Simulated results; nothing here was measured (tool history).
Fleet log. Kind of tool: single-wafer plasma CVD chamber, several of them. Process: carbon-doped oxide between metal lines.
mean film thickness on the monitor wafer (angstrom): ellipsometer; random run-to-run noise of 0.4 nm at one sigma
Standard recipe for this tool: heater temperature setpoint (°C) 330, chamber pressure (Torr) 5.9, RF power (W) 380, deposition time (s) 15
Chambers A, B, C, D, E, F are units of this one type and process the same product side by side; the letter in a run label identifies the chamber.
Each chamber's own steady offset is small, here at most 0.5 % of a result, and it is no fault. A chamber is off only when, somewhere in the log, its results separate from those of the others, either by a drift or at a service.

run	hour	heater temperature setpoint (°C)	chamber pressure (Torr)	RF power (W)	deposition time (s)	read-back reference wafer on the same gauge, thickness_nm	mean film thickness on the monitor wafer (angstrom)
1A	6.8	330	5.9	380	15	67.238	691.57
2F	12	330	5.9	380	15	67.324	693.54
3E	18.2	330	5.9	380	15	67.287	697.06
4C	23.1	330	5.9	380	15	67.313	687.82
5D	27.9	330	5.9	380	15	67.309	685.74
6B	32.2	330	5.9	380	15	67.282	701.85
7B	40.6	330	5.9	380	15	67.235	697.33
8E	46	321	5.9	380	13.4	67.278	648.24
9D	51.7	321	5.9	380	13.4	67.316	646.22
10F	60.2	321	5.9	380	13.4	67.383	647.2
11C	68.2	321	5.9	380	13.4	67.339	631.75
12A	74.6	321	5.9	380	13.4	67.296	643.53
13F	83.4	321	5.9	380	13.4	67.297	634.61
14B	89.2	330	5.9	380	15	67.284	691.52
15D	96.9	330	5.9	380	15	67.264	694.29
16C	104.4	330	5.9	380	15	67.399	690.18
# hour 107: chamber F: thermocouple changed; heater temperature recalibrated
17A	112.9	330	5.9	380	15	67.317	692.15
18E	117.6	316	5.9	380	15	67.293	734.1
19D	126.3	316	5.9	380	15	67.334	733.13
20B	133.5	316	5.9	380	15	67.255	719.35
21A	140.8	316	5.9	380	15	67.33	733.45
22F	146	316	5.9	380	15	67.329	736.52
23C	154.8	316	5.9	380	15	67.267	726.58
# hour 157.1: chamber B: thermocouple changed; heater temperature recalibrated
24E	162.7	330	5.9	380	15	67.333	695.12
25F	171.6	330	4.65	315	15	67.214	586.39
26E	178	330	4.65	315	15	67.257	591.36
27D	184.6	330	4.65	315	15	67.261	580.83
28C	189.9	330	4.65	315	15	67.346	575.46
29B	194.8	330	4.65	315	15	67.268	566.55
30A	198.7	330	4.65	315	15	67.226	581.81
# hour 199.5: chamber D: capacitance manometer re-zeroed and calibrated
31E	203	330	5.9	380	15	67.333	691.08
32B	207.1	330	5.9	380	15	67.257	673.62
33C	214	330	5.9	380	15	67.288	688.29
# hour 217.6: chamber E: RF generator calibrated
34D	218.3	330	5.9	380	15	67.309	689.48
35F	225.4	330	5.9	380	15	67.345	693.87
36A	229.8	330	5.9	380	15	67.284	697.64
37B	234.2	330	5.9	380	15	67.352	659.5
38D	242.6	330	5.9	380	15	67.248	688.05
39A	247.4	330	5.9	380	15	67.329	697.41
40C	253.6	330	5.9	380	15	67.237	692.02
41F	257.7	330	5.9	380	17.5	67.227	810.18
42E	264	330	5.9	380	17.5	67.393	815.43
43B	270.2	330	5.9	380	17.5	67.266	759.95
44A	276.7	330	5.9	380	17.5	67.281	797.19

For the next run the whole fleet of 6 chambers uses the same settings. Give each chamber's results:
45A	283.1	330	7.33	380	15		?
45B	283.1	330	7.33	380	15		?
45C	283.1	330	7.33	380	15		?
45D	283.1	330	7.33	380	15		?
45E	283.1	330	7.33	380	15		?
45F	283.1	330	7.33	380	15		?

run	mean film thickness on the monitor wafer (angstrom)
45A	702.1
45B	664.82
45C	703.86
45D	698.83
45E	710.25
45F	706.81
